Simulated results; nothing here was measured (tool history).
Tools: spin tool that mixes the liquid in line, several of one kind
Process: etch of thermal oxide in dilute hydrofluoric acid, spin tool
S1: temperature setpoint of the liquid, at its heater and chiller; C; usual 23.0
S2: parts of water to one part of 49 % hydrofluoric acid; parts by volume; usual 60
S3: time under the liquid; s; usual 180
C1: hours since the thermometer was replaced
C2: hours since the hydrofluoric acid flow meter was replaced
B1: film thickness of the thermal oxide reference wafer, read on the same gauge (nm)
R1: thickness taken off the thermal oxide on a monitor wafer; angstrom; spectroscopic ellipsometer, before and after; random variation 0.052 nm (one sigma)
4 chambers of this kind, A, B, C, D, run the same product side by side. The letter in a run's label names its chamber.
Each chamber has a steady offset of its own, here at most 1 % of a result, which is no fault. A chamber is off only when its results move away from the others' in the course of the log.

run,day,S1,S2,S3,C1,C2,B1,R1
1D,0.262,23.0,60,180,1209.4,1231.0,80.017,133.510
2B,0.479,23.0,60,180,421.3,2119.6,79.939,133.930
3C,0.850,23.0,60,180,655.1,483.9,79.983,134.300
4A,1.079,23.0,60,180,2122.1,986.6,80.020,133.960
5C,1.250,23.0,60,180,664.7,493.5,79.977,135.650
6B,1.433,23.0,60,265,444.2,2142.5,80.047,196.170
7D,1.646,23.0,60,265,1242.6,1264.2,80.013,197.660
8A,1.925,23.0,60,265,2142.4,1006.9,80.021,196.250
9A,2.179,23.0,60,265,2148.5,1013.0,80.060,197.680
10D,2.371,27.0,60,180,1260.0,1281.6,80.008,158.230
11B,2.546,27.0,60,180,470.9,2169.2,80.001,157.990
12C,2.779,27.0,60,180,701.4,530.2,80.028,159.260
13C,3.012,27.0,60,180,707.0,535.8,80.000,157.500
14A,3.329,23.0,60,180,2176.1,1040.6,80.046,134.550
15B,3.575,24.5,60,180,495.6,2193.9,80.008,142.760
16D,3.838,24.5,60,180,1295.2,1316.8,80.046,145.640
17D,4.179,24.5,60,180,1303.4,1325.0,80.042,143.820
18C,4.362,24.5,60,180,739.4,568.2,79.966,142.590
19B,4.658,23.0,60,180,521.6,2219.9,80.019,134.300
20A,4.858,23.0,60,180,2212.8,1077.3,79.974,133.630
21B,5.138,23.0,60,180,533.1,2231.4,79.932,134.450
22D,5.396,23.0,60,180,1332.6,1354.2,80.002,136.770
23C,5.562,23.0,60,180,768.2,597.0,80.045,134.200
24A,5.783,23.0,60,180,2235.0,1099.5,79.991,134.940
25D,6.100,23.0,60,180,1349.5,1371.1,80.012,136.910
26A,6.275,23.0,60,180,2246.8,1111.3,79.990,133.960
27C,6.438,23.0,60,250,789.2,618.0,79.953,188.110
28B,6.754,23.0,60,250,571.9,2270.2,79.986,183.940
# day 6.871: chamber D: thermometer replaced
29A,7.079,23.0,60,250,2266.1,1130.6,80.055,186.890
30B,7.354,23.0,60,250,586.3,2284.6,79.979,187.290
31D,7.679,19.5,60,100,19.4,1409.0,79.996,66.151
32C,7.908,19.5,60,100,824.5,653.3,79.983,64.286
33C,8.254,19.5,60,100,832.8,661.6,79.970,64.132
34A,8.529,19.5,60,100,2300.9,1165.4,79.961,64.122
# day 8.712: chamber B: hydrofluoric acid flow meter replaced
35D,8.879,23.0,60,180,48.2,1437.8,79.987,138.940
36B,9.208,19.0,60,180,630.8,11.9,79.973,112.440
37C,9.475,19.0,60,180,862.1,690.9,79.985,114.300
38B,9.642,19.0,60,180,641.2,22.3,80.052,111.870
39D,9.858,19.0,60,180,71.7,1461.3,79.987,117.910
40A,10.229,23.0,60,180,2341.7,1206.2,80.003,134.130
41D,10.458,23.0,60,180,86.1,1475.7,79.976,140.850
# day 10.571: chamber A: thermometer replaced
42A,10.675,23.0,60,180,2.6,1216.9,80.003,134.560
43B,10.833,23.0,60,180,669.8,50.9,80.053,134.030
44C,11.021,23.0,60,180,899.2,728.0,80.016,134.440

All 4 chambers run these settings next. Forecast each chamber's results:
45A,11.288,23.0,60,180,,,,?
45B,11.288,23.0,60,180,,,,?
45C,11.288,23.0,60,180,,,,?
45D,11.288,23.0,60,180,,,,?

run,R1
45A,134.310
45B,133.080
45C,135.050
45D,141.000
